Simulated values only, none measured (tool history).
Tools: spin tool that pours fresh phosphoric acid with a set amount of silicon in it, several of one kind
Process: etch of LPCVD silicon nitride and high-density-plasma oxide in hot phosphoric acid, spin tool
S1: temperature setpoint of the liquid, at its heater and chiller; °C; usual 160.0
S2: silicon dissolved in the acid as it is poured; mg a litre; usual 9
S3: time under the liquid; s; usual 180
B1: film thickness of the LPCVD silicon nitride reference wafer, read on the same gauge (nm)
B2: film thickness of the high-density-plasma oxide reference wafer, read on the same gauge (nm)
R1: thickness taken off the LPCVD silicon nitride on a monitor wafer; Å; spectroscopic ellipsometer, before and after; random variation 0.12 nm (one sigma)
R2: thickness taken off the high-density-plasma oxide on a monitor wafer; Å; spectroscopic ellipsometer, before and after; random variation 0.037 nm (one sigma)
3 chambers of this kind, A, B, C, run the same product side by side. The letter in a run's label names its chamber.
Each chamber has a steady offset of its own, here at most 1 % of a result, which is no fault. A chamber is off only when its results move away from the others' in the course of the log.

Run 1A, hour 5.9: usual settings; B1 39.989; B2 39.973. Result: R1 167.05 Å, R2 9.3775 Å.
Run 2B, hour 13.6: usual settings; B1 40.006; B2 39.969. Result: R1 168.01 Å, R2 10.4530 Å.
Run 3C, hour 22.8: usual settings; B1 40.023; B2 39.953. Result: R1 166.96 Å, R2 9.9225 Å.
Run 4A, hour 27.1: usual settings; B1 39.966; B2 40.005. Result: R1 167.31 Å, R2 10.1930 Å.
Run 5C, hour 33.0: usual settings; B1 39.930; B2 40.019. Result: R1 167.51 Å, R2 9.6243 Å.
At hour 35.3: chamber B: dissolved silicon flow meter replaced.
Run 6B, hour 40.1: usual settings; B1 40.033; B2 39.988. Result: R1 167.22 Å, R2 9.8792 Å.
Run 7C, hour 44.9: usual settings; B1 40.007; B2 39.991. Result: R1 167.19 Å, R2 9.3015 Å.
Run 8A, hour 49.5: usual settings; B1 39.987; B2 40.052. Result: R1 167.82 Å, R2 9.8181 Å.
Run 9B, hour 57.0: usual settings; B1 39.982; B2 39.995. Result: R1 166.44 Å, R2 9.6342 Å.
Run 10C, hour 63.3: usual settings; B1 39.951; B2 39.965. Result: R1 164.71 Å, R2 10.0670 Å.
Run 11B, hour 71.3: usual settings; B1 40.038; B2 39.985. Result: R1 166.30 Å, R2 9.8990 Å.
Run 12A, hour 80.0: usual settings; B1 39.997; B2 40.024. Result: R1 164.23 Å, R2 9.9153 Å.
Run 13B, hour 87.0: usual settings but S1 161.0 °C, S3 130 s; B1 40.033; B2 39.995. Result: R1 122.76 Å, R2 7.5002 Å.
At hour 88.4: chamber B: thermometer replaced.
Run 14C, hour 91.6: usual settings but S1 161.0 °C, S3 130 s; B1 39.959; B2 40.014. Result: R1 126.43 Å, R2 7.5889 Å.
Run 15A, hour 96.7: usual settings but S1 161.0 °C, S3 130 s; B1 39.988; B2 40.007. Result: R1 123.28 Å, R2 7.6857 Å.
Run 16B, hour 105.5: usual settings but S2 6 mg a litre; B1 39.931; B2 40.030. Result: R1 166.34 Å, R2 10.5100 Å.
Run 17A, hour 112.2: usual settings but S2 6 mg a litre; B1 40.002; B2 40.062. Result: R1 165.75 Å, R2 10.3350 Å.
Run 18C, hour 118.3: usual settings but S2 6 mg a litre; B1 40.033; B2 39.976. Result: R1 167.92 Å, R2 11.2710 Å.
Run 19C, hour 125.5: usual settings; B1 40.029; B2 40.017. Result: R1 168.01 Å, R2 10.4660 Å.
Run 20A, hour 132.7: usual settings but S1 161.5 °C, S3 285 s; B1 39.983; B2 40.018. Result: R1 275.81 Å, R2 18.3910 Å.
Run 21B, hour 139.7: usual settings but S1 161.5 °C, S3 285 s; B1 40.004; B2 39.996. Result: R1 278.32 Å, R2 17.4290 Å.
Run 22B, hour 146.1: usual settings but S1 161.5 °C, S3 285 s; B1 39.984; B2 39.992. Result: R1 278.96 Å, R2 18.0680 Å.
Run 23C, hour 154.5: usual settings; B1 40.011; B2 39.985. Result: R1 166.79 Å, R2 10.0780 Å.
Run 24A, hour 161.6: usual settings; B1 40.012; B2 39.985. Result: R1 167.06 Å, R2 9.6632 Å.
Run 25A, hour 168.8: usual settings; B1 39.950; B2 40.001. Result: R1 165.70 Å, R2 10.6970 Å.
Run 26C, hour 176.4: usual settings but S1 161.5 °C; B1 40.006; B2 39.946. Result: R1 176.69 Å, R2 11.5230 Å.
Run 27B, hour 180.7: usual settings but S1 161.5 °C; B1 39.965; B2 40.027. Result: R1 175.44 Å, R2 10.8950 Å.
Run 28C, hour 188.8: usual settings but S1 161.5 °C; B1 39.961; B2 40.010. Result: R1 176.21 Å, R2 10.8710 Å.
Run 29B, hour 195.9: usual settings but S1 162.0 °C, S3 230 s; B1 40.050; B2 40.021. Result: R1 228.40 Å, R2 14.6830 Å.
Run 30A, hour 202.8: usual settings but S1 162.0 °C, S3 230 s; B1 39.993; B2 40.013. Result: R1 230.06 Å, R2 14.9840 Å.
Run 31A, hour 209.0: usual settings but S1 162.0 °C, S3 230 s; B1 39.999; B2 40.006. Result: R1 228.75 Å, R2 15.8690 Å.
Run 32C, hour 217.4: usual settings; B1 40.023; B2 39.992. Result: R1 167.28 Å, R2 10.1170 Å.
Run 33B, hour 225.1: usual settings; B1 39.989; B2 39.961. Result: R1 166.12 Å, R2 9.4353 Å.
Run 34C, hour 231.6: usual settings but S2 12 mg a litre, S3 125 s; B1 40.020; B2 40.013. Result: R1 115.84 Å, R2 6.4381 Å.
Run 35A, hour 239.4: usual settings but S2 12 mg a litre, S3 125 s; B1 39.988; B2 39.987. Result: R1 116.33 Å, R2 6.7682 Å.
Run 36B, hour 244.0: usual settings but S2 12 mg a litre, S3 125 s; B1 40.011; B2 40.045. Result: R1 116.22 Å, R2 6.3565 Å.
Run 37C, hour 249.6: usual settings; B1 39.970; B2 40.000. Result: R1 167.76 Å, R2 10.3400 Å.

All 3 chambers run these settings next. Forecast each chamber's results:
Run 38A, hour 256.6: usual settings. Result: R1 ?, R2 ?.
Run 38B, hour 256.6: usual settings. Result: R1 ?, R2 ?.
Run 38C, hour 256.6: usual settings. Result: R1 ?, R2 ?.

run      R1       R2
38A  169.09  10.2230
38B  166.68   9.6525
38C  165.54  10.5430
